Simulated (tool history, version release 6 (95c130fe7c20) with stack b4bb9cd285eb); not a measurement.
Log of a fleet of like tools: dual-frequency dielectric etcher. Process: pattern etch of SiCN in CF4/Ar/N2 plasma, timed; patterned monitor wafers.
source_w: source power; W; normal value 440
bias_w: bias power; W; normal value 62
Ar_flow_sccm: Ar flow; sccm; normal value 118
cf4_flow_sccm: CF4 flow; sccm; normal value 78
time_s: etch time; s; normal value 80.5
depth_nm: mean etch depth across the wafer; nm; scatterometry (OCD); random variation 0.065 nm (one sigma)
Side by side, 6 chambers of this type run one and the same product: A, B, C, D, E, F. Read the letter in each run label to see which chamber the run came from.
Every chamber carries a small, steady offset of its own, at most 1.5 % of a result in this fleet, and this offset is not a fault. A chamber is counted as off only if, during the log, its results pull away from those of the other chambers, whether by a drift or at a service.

| run | hour | source_w | bias_w | Ar_flow_sccm | cf4_flow_sccm | time_s | read-back reference wafer on the same gauge, depth_nm | depth_nm |
|---|---|---|---|---|---|---|---|---|
| 1A | 5.2 | 440 | 62 | 118 | 78 | 80.5 | 67.895 | 64.096 |
| 2B | 10.6 | 440 | 62 | 118 | 78 | 80.5 | 67.894 | 64.401 |
| 3C | 13.7 | 440 | 62 | 118 | 78 | 80.5 | 67.896 | 63.923 |
| 4D | 17.3 | 440 | 62 | 118 | 78 | 80.5 | 67.853 | 64.308 |
| 5E | 21.4 | 440 | 62 | 118 | 78 | 80.5 | 67.861 | 64.15 |
| 6F | 25.6 | 440 | 62 | 118 | 78 | 80.5 | 67.866 | 64.617 |
|  | 28.7 | chamber C: wet clean of the chamber |
| 7A | 29.3 | 440 | 62 | 118 | 78 | 80.5 | 67.843 | 64.076 |
| 8B | 33.2 | 440 | 62 | 107 | 95 | 80.5 | 67.826 | 67.441 |
| 9F | 37.9 | 440 | 62 | 107 | 95 | 80.5 | 67.839 | 67.573 |
| 10C | 42.3 | 440 | 62 | 107 | 95 | 80.5 | 67.821 | 66.83 |
| 11E | 45.2 | 440 | 62 | 107 | 95 | 80.5 | 67.824 | 67.149 |
| 12D | 48.3 | 440 | 62 | 107 | 95 | 80.5 | 67.811 | 67.322 |
| 13A | 53.3 | 440 | 62 | 107 | 95 | 80.5 | 67.829 | 67.01 |
| 14B | 57.8 | 440 | 62 | 118 | 78 | 80.5 | 67.801 | 64.422 |
| 15C | 60.8 | 440 | 62 | 118 | 78 | 80.5 | 67.802 | 63.741 |
| 16D | 64.5 | 530 | 62 | 92 | 78 | 80.5 | 67.801 | 78.687 |
| 17F | 67.9 | 530 | 62 | 92 | 78 | 80.5 | 67.778 | 78.789 |
| 18E | 73.3 | 530 | 62 | 92 | 78 | 80.5 | 67.772 | 78.735 |
| 19B | 77.9 | 530 | 62 | 92 | 78 | 80.5 | 67.765 | 79.137 |
| 20A | 81.2 | 530 | 62 | 92 | 78 | 80.5 | 67.768 | 78.39 |
| 21C | 85.9 | 530 | 62 | 92 | 78 | 80.5 | 67.731 | 78.06 |
| 22E | 88.4 | 440 | 62 | 118 | 78 | 80.5 | 67.736 | 64.069 |
| 23F | 92.9 | 440 | 62 | 118 | 78 | 80.5 | 67.756 | 64.453 |
| 24D | 98.5 | 440 | 62 | 118 | 78 | 80.5 | 67.746 | 64.349 |
| 25A | 103 | 440 | 62 | 118 | 78 | 80.5 | 67.731 | 63.868 |
| 26D | 107.6 | 440 | 62 | 118 | 78 | 80.5 | 67.701 | 64.266 |
|  | 109.4 | chamber A: CF4 flow controller replaced |
| 27F | 110.5 | 440 | 62 | 118 | 78 | 80.5 | 67.707 | 64.333 |
| 28E | 115.9 | 440 | 62 | 118 | 78 | 80.5 | 67.707 | 64.038 |
| 29B | 119.4 | 390 | 62 | 118 | 78 | 80.5 | 67.706 | 57.703 |
| 30C | 123.9 | 390 | 62 | 118 | 78 | 80.5 | 67.691 | 57.251 |
| 31B | 126.9 | 390 | 62 | 118 | 78 | 80.5 | 67.69 | 57.707 |
| 32F | 129.8 | 390 | 62 | 118 | 78 | 80.5 | 67.678 | 57.983 |
| 33E | 132.5 | 390 | 62 | 118 | 78 | 80.5 | 67.668 | 57.517 |
| 34D | 137.6 | 390 | 62 | 118 | 78 | 80.5 | 67.681 | 57.948 |
| 35C | 142.4 | 440 | 62 | 118 | 70 | 101.5 | 67.668 | 78.983 |
| 36A | 145.9 | 440 | 62 | 118 | 70 | 101.5 | 67.65 | 79.138 |
| 37A | 151.5 | 440 | 62 | 118 | 70 | 101.5 | 67.621 | 79.066 |
| 38B | 155.9 | 440 | 62 | 118 | 70 | 101.5 | 67.615 | 79.513 |
| 39C | 160.6 | 440 | 62 | 118 | 70 | 101.5 | 67.616 | 78.962 |

One chamber off, gauge drift, or nothing amiss beyond the chambers' own small offsets? If it is a chamber, which one, and what is the likeliest cause?

The shared gauge is drifting. All chambers look as if they move in step, but none is off.
Likeliest cause: gauge reads low (%) = 0.415.
